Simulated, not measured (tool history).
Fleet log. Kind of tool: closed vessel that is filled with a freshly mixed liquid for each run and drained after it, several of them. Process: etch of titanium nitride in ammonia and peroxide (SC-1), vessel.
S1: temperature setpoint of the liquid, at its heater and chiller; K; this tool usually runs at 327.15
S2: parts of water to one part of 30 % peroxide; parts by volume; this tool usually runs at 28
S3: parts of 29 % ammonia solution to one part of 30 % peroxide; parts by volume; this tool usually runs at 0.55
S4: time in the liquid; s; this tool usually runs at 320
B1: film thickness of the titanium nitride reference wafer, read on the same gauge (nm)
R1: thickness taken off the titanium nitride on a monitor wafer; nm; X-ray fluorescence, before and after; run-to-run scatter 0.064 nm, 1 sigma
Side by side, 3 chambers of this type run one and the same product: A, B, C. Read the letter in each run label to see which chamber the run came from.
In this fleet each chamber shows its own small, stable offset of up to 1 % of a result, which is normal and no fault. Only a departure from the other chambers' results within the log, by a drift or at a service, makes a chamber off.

run 1B day=0.288 | S1=327.15 S2=28 S3=0.55 S4=320 | B1=100.020 | R1=16.566
run 2A day=0.571 | S1=327.15 S2=28 S3=0.55 S4=320 | B1=99.999 | R1=16.801
run 3C day=0.792 | S1=327.15 S2=28 S3=0.55 S4=320 | B1=99.981 | R1=16.499
run 4B day=0.971 | S1=327.15 S2=28 S3=0.55 S4=320 | B1=100.000 | R1=16.655
run 5A day=1.258 | S1=327.15 S2=28 S3=0.75 S4=320 | B1=100.000 | R1=17.723
run 6C day=1.479 | S1=327.15 S2=28 S3=0.75 S4=320 | B1=100.000 | R1=17.488
run 7A day=1.792 | S1=327.15 S2=28 S3=0.75 S4=320 | B1=99.984 | R1=17.814
run 8C day=2.138 | S1=327.15 S2=28 S3=0.55 S4=320 | B1=99.985 | R1=16.563
run 9B day=2.400 | S1=327.15 S2=28 S3=0.55 S4=320 | B1=100.000 | R1=16.911
run 10B day=2.754 | S1=327.15 S2=28 S3=0.55 S4=320 | B1=99.999 | R1=17.030
run 11C day=2.954 | S1=327.15 S2=28 S3=0.55 S4=320 | B1=100.010 | R1=16.451
run 12A day=3.296 | S1=335.15 S2=28 S3=0.55 S4=320 | B1=100.010 | R1=28.505
run 13B day=3.546 | S1=335.15 S2=28 S3=0.55 S4=320 | B1=99.993 | R1=29.160
run 14C day=3.862 | S1=335.15 S2=28 S3=0.55 S4=320 | B1=99.998 | R1=27.764
run 15A day=4.067 | S1=327.15 S2=28 S3=0.55 S4=320 | B1=99.981 | R1=16.765
run 16C day=4.417 | S1=327.15 S2=28 S3=0.55 S4=320 | B1=100.000 | R1=16.422
run 17B day=4.662 | S1=327.15 S2=28 S3=0.55 S4=320 | B1=100.010 | R1=17.198
-- day=4.758 chamber A: new drum of ammonia solution connected
run 18A day=5.033 | S1=327.15 S2=28 S3=0.40 S4=320 | B1=100.000 | R1=15.765
run 19B day=5.367 | S1=327.15 S2=28 S3=0.40 S4=320 | B1=99.979 | R1=16.268
run 20A day=5.596 | S1=327.15 S2=28 S3=0.40 S4=320 | B1=100.020 | R1=15.851
run 21C day=5.925 | S1=327.15 S2=28 S3=0.55 S4=320 | B1=99.986 | R1=16.537
run 22A day=6.100 | S1=327.15 S2=28 S3=0.55 S4=320 | B1=100.000 | R1=16.665
run 23C day=6.308 | S1=327.15 S2=28 S3=0.55 S4=320 | B1=100.000 | R1=16.559
run 24B day=6.525 | S1=327.15 S2=28 S3=0.55 S4=320 | B1=99.976 | R1=17.445

One chamber off, gauge drift, or nothing amiss beyond the chambers' own small offsets? If it is a chamber, which one, and what is the likeliest cause?

It is chamber B that slowly wanders off from its peers.
Cause: liquid hotter than its thermometer reads (K) = 0.734.

Which of the 4 candidates below, each the usual settings with something changed and its results left as question marks, puts chamber B back in line with what the other chambers give on the usual settings?
Counts as in line when no further than this from what the other chambers average on the usual settings: R1 0.220 nm
run 25B-1 day=6.796 | S1=327.15 S2=28 S3=0.55 S4=335 | R1=?
run 25B-2 day=6.796 | S1=327.15 S2=28 S3=0.50 S4=320 | R1=?
run 25B-3 day=6.796 | S1=327.15 S2=28 S3=0.55 S4=325 | R1=?
run 25B-4 day=6.796 | S1=326.65 S2=28 S3=0.55 S4=315 | R1=?

Usual-settings mean across the other chambers: R1 16.667 nm
run=25B-1 R1=18.281
run=25B-2 R1=17.152
run=25B-3 R1=17.736
run=25B-4 R1=16.617
25B-4 puts the chamber back in line with the other chambers.
